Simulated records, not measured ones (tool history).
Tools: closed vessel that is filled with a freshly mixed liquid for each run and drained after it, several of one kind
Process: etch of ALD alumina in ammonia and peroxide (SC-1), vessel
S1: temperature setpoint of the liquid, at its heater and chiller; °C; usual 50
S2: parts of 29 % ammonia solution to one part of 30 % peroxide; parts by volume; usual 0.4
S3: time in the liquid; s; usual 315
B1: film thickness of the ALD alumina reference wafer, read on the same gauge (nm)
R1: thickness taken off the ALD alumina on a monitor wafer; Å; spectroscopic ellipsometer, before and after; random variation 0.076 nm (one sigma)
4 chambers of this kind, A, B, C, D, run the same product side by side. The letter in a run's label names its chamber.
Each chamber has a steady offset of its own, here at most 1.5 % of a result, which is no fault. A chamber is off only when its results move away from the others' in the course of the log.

| run | hour | S1 | S2 | S3 | B1 | R1 |
|---|---|---|---|---|---|---|
| 1A | 6.7 | 50 | 0.4 | 315 | 50.014 | 151.76 |
| 2D | 15.1 | 50 | 0.4 | 315 | 49.984 | 151.24 |
| 3B | 24.2 | 50 | 0.4 | 315 | 49.991 | 151.6 |
| 4C | 35.3 | 50 | 0.4 | 315 | 50.001 | 150.08 |
| 5B | 43.8 | 50 | 0.4 | 315 | 49.98 | 152.88 |
| 6C | 50.6 | 50 | 0.4 | 315 | 50.005 | 149.67 |
| 7A | 60.1 | 50 | 0.4 | 315 | 50.031 | 152.38 |
| 8D | 71 | 50 | 0.4 | 315 | 50.019 | 151.06 |
| 9A | 79.6 | 50 | 0.4 | 315 | 49.985 | 153.57 |
| 10C | 86.6 | 50 | 0.4 | 315 | 49.978 | 150.03 |
| 11D | 92.2 | 50 | 0.4 | 315 | 50.019 | 151.27 |
| 12B | 103.3 | 50 | 0.4 | 315 | 50.001 | 150.32 |
| 13D | 111.2 | 50 | 0.4 | 315 | 49.978 | 151.54 |
|  | 112.4 | chamber C: ammonia flow meter replaced |
| 14A | 119.4 | 50 | 0.4 | 315 | 50.026 | 151.26 |
| 15B | 127.4 | 50 | 0.4 | 315 | 49.962 | 149.52 |
| 16C | 133.8 | 50 | 0.4 | 315 | 49.985 | 150.73 |
| 17A | 139.5 | 50 | 0.4 | 315 | 49.994 | 152.47 |
| 18C | 150.4 | 50 | 0.4 | 315 | 49.988 | 150.42 |
| 19D | 156.9 | 50 | 0.4 | 315 | 50.01 | 150.49 |
|  | 162.1 | chamber D: ammonia flow meter replaced |
| 20B | 162.7 | 50 | 0.4 | 315 | 49.998 | 149.18 |
|  | 166 | chamber A: thermometer replaced |
| 21D | 169.4 | 50 | 0.4 | 315 | 49.993 | 151.51 |
| 22B | 174.5 | 50 | 0.4 | 315 | 50.024 | 146.58 |
| 23A | 185.5 | 50 | 0.4 | 315 | 49.979 | 152.44 |
| 24C | 192 | 46.5 | 0.6 | 315 | 49.984 | 128.73 |
| 25D | 198.6 | 46.5 | 0.6 | 315 | 50.014 | 130.55 |
| 26A | 210.1 | 46.5 | 0.6 | 315 | 49.987 | 129.6 |
| 27B | 219.9 | 46.5 | 0.6 | 315 | 49.985 | 123.59 |
|  | 220.7 | chamber C: thermometer replaced |
|  | 228.4 | chamber C: new drum of ammonia solution connected |
| 28C | 229 | 50 | 0.4 | 315 | 50.002 | 149.02 |
| 29A | 240 | 50 | 0.4 | 315 | 49.979 | 151.11 |
| 30D | 250.9 | 50 | 0.45 | 315 | 50.02 | 153.74 |
| 31B | 256.2 | 50 | 0.45 | 315 | 49.999 | 146.53 |

All 4 chambers run these settings next. Forecast each chamber's results:
| 32A | 264.6 | 43.5 | 0.4 | 315 |  | ? |
| 32B | 264.6 | 43.5 | 0.4 | 315 |  | ? |
| 32C | 264.6 | 43.5 | 0.4 | 315 |  | ? |
| 32D | 264.6 | 43.5 | 0.4 | 315 |  | ? |

| run | R1 |
|---|---|
| 32A | 107.07 |
| 32B | 98.981 |
| 32C | 103.63 |
| 32D | 105.32 |

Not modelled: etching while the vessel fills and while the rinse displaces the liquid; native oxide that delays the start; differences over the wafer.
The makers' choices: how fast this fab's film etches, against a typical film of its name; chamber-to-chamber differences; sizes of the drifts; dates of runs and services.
